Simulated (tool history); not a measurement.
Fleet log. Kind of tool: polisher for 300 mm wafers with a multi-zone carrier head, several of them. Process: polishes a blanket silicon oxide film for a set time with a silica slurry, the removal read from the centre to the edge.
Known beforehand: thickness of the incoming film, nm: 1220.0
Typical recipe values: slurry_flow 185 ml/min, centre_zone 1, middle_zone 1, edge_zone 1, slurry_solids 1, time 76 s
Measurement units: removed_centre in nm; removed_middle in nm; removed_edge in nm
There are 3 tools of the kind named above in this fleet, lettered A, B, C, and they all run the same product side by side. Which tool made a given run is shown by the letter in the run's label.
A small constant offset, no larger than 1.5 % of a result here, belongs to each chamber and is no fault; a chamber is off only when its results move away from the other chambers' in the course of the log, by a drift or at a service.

| run | hour | slurry_flow | centre_zone | middle_zone | edge_zone | slurry_solids | time | wafers polished on this pad | hours since the slurry nozzle was cleaned | hours since the centre zone pressure was calibrated | hours since the edge zone pressure was calibrated | removed_centre | removed_middle | removed_edge |
|---|---|---|---|---|---|---|---|---|---|---|---|---|---|---|
| 1A | 12.3 | 185 | 1 | 1 | 1 | 1 | 76 | 394 | 93.1 | 110.9 | 373.5 | 203.55 | 204.26 | 203.32 |
| 2C | 22.1 | 185 | 1 | 1 | 1 | 1 | 76 | 1166 | 82.1 | 179.2 | 239.5 | 201.3 | 204.07 | 204.41 |
|  | 32.6 | chamber C: worn pad replaced by a new one |
| 3B | 36.8 | 185 | 1 | 1 | 1 | 1 | 76 | 311 | 161.1 | 898.9 | 178.6 | 204.06 | 199.5 | 204.32 |
| 4B | 45.5 | 185 | 1 | 1 | 1 | 1 | 76 | 376 | 169.8 | 907.6 | 187.3 | 201.76 | 202.12 | 203.95 |
| 5A | 58.2 | 185 | 1 | 1 | 1 | 1 | 76 | 735 | 139 | 156.8 | 419.4 | 204.72 | 205.74 | 202.12 |
| 6C | 68.7 | 185 | 1 | 1 | 1 | 1 | 76 | 268 | 128.7 | 225.8 | 286.1 | 202.62 | 205.02 | 205.46 |
| 7B | 76.9 | 185 | 1 | 1 | 1 | 1 | 76 | 609 | 201.2 | 939 | 218.7 | 202.94 | 200.19 | 204.2 |
| 8A | 86.6 | 185 | 1 | 1 | 1 | 1 | 76 | 946 | 167.4 | 185.2 | 447.8 | 202.13 | 206.19 | 204.37 |
|  | 90.7 | chamber B: centre zone pressure recalibrated |
| 9C | 97.1 | 185 | 1 | 1 | 1 | 1 | 76 | 479 | 157.1 | 254.2 | 314.5 | 200.06 | 205.15 | 202.13 |
|  | 100.1 | chamber B: slurry nozzle cleaned |
| 10A | 103.8 | 185 | 1 | 1 | 1 | 1 | 76 | 1073 | 184.6 | 202.4 | 465 | 205.02 | 206.5 | 201.81 |
| 11C | 111 | 210 | 1 | 1 | 1 | 1 | 76 | 582 | 171 | 268.1 | 328.4 | 205.21 | 206.43 | 209.12 |
| 12B | 119.4 | 210 | 1 | 1 | 1 | 1 | 76 | 924 | 19.3 | 28.7 | 261.2 | 228.56 | 205.91 | 208.29 |
| 13C | 126.7 | 210 | 1 | 1 | 1 | 1 | 76 | 698 | 186.7 | 283.8 | 344.1 | 206.13 | 209.18 | 207.87 |
| 14A | 133.4 | 185 | 1 | 1 | 1 | 1 | 76 | 1293 | 214.2 | 232 | 494.6 | 203.71 | 203.07 | 202.05 |
| 15B | 140.2 | 185 | 1 | 1 | 1 | 1 | 76 | 1079 | 40.1 | 49.5 | 282 | 222.86 | 201.62 | 204.92 |
| 16A | 150.8 | 185 | 1 | 1 | 1 | 1 | 76 | 1422 | 231.6 | 249.4 | 512 | 203.36 | 205.21 | 203.67 |
| 17B | 158.6 | 185 | 1 | 1 | 1 | 1 | 76 | 1215 | 58.5 | 67.9 | 300.4 | 224.13 | 203.8 | 205.2 |
|  | 163.6 | chamber A: worn pad replaced by a new one |
| 18C | 170.7 | 185 | 1 | 1 | 1 | 1 | 76 | 1025 | 230.7 | 327.8 | 388.1 | 201.08 | 203.58 | 206.87 |
|  | 179.3 | chamber B: worn pad replaced by a new one |
| 19B | 179.6 | 185 | 1 | 1 | 1 | 1 | 76 | 2 | 79.5 | 88.9 | 321.4 | 221.57 | 200.42 | 203.09 |
|  | 188.6 | chamber A: slurry nozzle cleaned |
| 20A | 194.1 | 185 | 1 | 1 | 1 | 1 | 76 | 226 | 5.6 | 292.7 | 555.3 | 203.58 | 202.62 | 202.12 |
| 21C | 204.7 | 185 | 1 | 0.91 | 1 | 1 | 93 | 1277 | 264.7 | 361.8 | 422.1 | 244.89 | 227.99 | 247.2 |

Next, every chamber runs the same settings. What will each give?
| 22A | 215.5 | 185 | 1 | 1 | 1 | 0.8 | 76 |  |  |  |  | ? | ? | ? |
| 22B | 215.5 | 185 | 1 | 1 | 1 | 0.8 | 76 |  |  |  |  | ? | ? | ? |
| 22C | 215.5 | 185 | 1 | 1 | 1 | 0.8 | 76 |  |  |  |  | ? | ? | ? |

| run | removed_centre | removed_middle | removed_edge |
|---|---|---|---|
| 22A | 183.88 | 185.56 | 184.35 |
| 22B | 200.95 | 181.5 | 180.8 |
| 22C | 180.01 | 184.44 | 184.55 |
